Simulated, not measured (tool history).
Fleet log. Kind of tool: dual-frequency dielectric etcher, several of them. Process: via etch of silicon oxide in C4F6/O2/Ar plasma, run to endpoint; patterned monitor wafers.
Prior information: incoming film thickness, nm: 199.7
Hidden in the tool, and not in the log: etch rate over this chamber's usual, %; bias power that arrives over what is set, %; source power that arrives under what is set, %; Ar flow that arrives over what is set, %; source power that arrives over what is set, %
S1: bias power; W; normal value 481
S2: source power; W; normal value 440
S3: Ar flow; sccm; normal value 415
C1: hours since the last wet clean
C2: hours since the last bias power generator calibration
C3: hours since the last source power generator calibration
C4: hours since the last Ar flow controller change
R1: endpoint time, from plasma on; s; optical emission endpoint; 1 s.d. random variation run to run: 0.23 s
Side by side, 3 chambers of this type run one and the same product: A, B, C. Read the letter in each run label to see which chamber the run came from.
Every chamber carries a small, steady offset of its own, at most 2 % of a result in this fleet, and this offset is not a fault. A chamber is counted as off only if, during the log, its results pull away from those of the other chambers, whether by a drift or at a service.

Run 1B, hour 9.3: usual settings; C1 35.3; C2 3159.8; C3 382.1; C4 3388.0. Result: R1 45.152 s.
Run 2C, hour 20.1: usual settings; C1 51.7; C2 1861.7; C3 471.0; C4 2647.5. Result: R1 44.710 s.
Run 3A, hour 25.8: usual settings; C1 214.0; C2 1811.8; C3 1004.0; C4 222.2. Result: R1 43.639 s.
Run 4A, hour 32.1: usual settings; C1 220.3; C2 1818.1; C3 1010.3; C4 228.5. Result: R1 43.553 s.
Run 5B, hour 38.9: usual settings; C1 64.9; C2 3189.4; C3 411.7; C4 3417.6. Result: R1 44.122 s.
Run 6C, hour 46.2: usual settings; C1 77.8; C2 1887.8; C3 497.1; C4 2673.6. Result: R1 44.799 s.
Run 7A, hour 56.8: usual settings; C1 245.0; C2 1842.8; C3 1035.0; C4 253.2. Result: R1 43.635 s.
Run 8B, hour 62.1: usual settings; C1 88.1; C2 3212.6; C3 434.9; C4 3440.8. Result: R1 44.522 s.
Run 9C, hour 68.3: usual settings; C1 99.9; C2 1909.9; C3 519.2; C4 2695.7. Result: R1 45.091 s.
Run 10A, hour 74.8: usual settings; C1 263.0; C2 1860.8; C3 1053.0; C4 271.2. Result: R1 43.791 s.
Run 11B, hour 83.0: usual settings; C1 109.0; C2 3233.5; C3 455.8; C4 3461.7. Result: R1 43.953 s.
Run 12C, hour 88.3: usual settings; C1 119.9; C2 1929.9; C3 539.2; C4 2715.7. Result: R1 44.419 s.
Run 13C, hour 93.6: usual settings; C1 125.2; C2 1935.2; C3 544.5; C4 2721.0. Result: R1 44.675 s.
Run 14B, hour 104.9: usual settings but S3 323 sccm; C1 130.9; C2 3255.4; C3 477.7; C4 3483.6. Result: R1 43.359 s.
Run 15A, hour 112.0: usual settings but S3 323 sccm; C1 300.2; C2 1898.0; C3 1090.2; C4 308.4. Result: R1 42.884 s.
Run 16C, hour 117.3: usual settings but S3 323 sccm; C1 148.9; C2 1958.9; C3 568.2; C4 2744.7. Result: R1 43.508 s.
Run 17B, hour 123.5: usual settings but S1 379 W; C1 149.5; C2 3274.0; C3 496.3; C4 3502.2. Result: R1 48.364 s.
Run 18A, hour 134.1: usual settings but S1 379 W; C1 322.3; C2 1920.1; C3 1112.3; C4 330.5. Result: R1 48.181 s.
At hour 138.0: chamber A: bias power generator calibrated.
Run 19A, hour 144.2: usual settings but S1 379 W; C1 332.4; C2 6.3; C3 1122.4; C4 340.6. Result: R1 47.756 s.
Run 20C, hour 152.8: usual settings; C1 184.4; C2 1994.4; C3 603.7; C4 2780.2. Result: R1 44.651 s.
Run 21B, hour 163.8: usual settings; C1 189.8; C2 3314.3; C3 536.6; C4 3542.5. Result: R1 44.423 s.
Run 22C, hour 169.2: usual settings; C1 200.8; C2 2010.8; C3 620.1; C4 2796.6. Result: R1 45.160 s.
Run 23A, hour 178.9: usual settings but S2 340 W, S3 495 sccm; C1 367.1; C2 41.0; C3 1157.1; C4 375.3. Result: R1 48.980 s.
Run 24B, hour 185.9: usual settings but S2 340 W, S3 495 sccm; C1 211.9; C2 3336.4; C3 558.7; C4 3564.6. Result: R1 49.886 s.
Run 25A, hour 191.2: usual settings but S2 340 W, S3 495 sccm; C1 379.4; C2 53.3; C3 1169.4; C4 387.6. Result: R1 49.326 s.
Run 26B, hour 197.7: usual settings; C1 223.7; C2 3348.2; C3 570.5; C4 3576.4. Result: R1 44.723 s.
Run 27C, hour 207.3: usual settings; C1 238.9; C2 2048.9; C3 658.2; C4 2834.7. Result: R1 44.943 s.
Run 28C, hour 213.1: usual settings; C1 244.7; C2 2054.7; C3 664.0; C4 2840.5. Result: R1 44.488 s.

All 3 chambers run these settings next. Forecast each chamber's results:
Run 29A, hour 221.6: usual settings. Result: R1 ?.
Run 29B, hour 221.6: usual settings. Result: R1 ?.
Run 29C, hour 221.6: usual settings. Result: R1 ?.

run      R1
29A  43.698
29B  44.832
29C  44.565

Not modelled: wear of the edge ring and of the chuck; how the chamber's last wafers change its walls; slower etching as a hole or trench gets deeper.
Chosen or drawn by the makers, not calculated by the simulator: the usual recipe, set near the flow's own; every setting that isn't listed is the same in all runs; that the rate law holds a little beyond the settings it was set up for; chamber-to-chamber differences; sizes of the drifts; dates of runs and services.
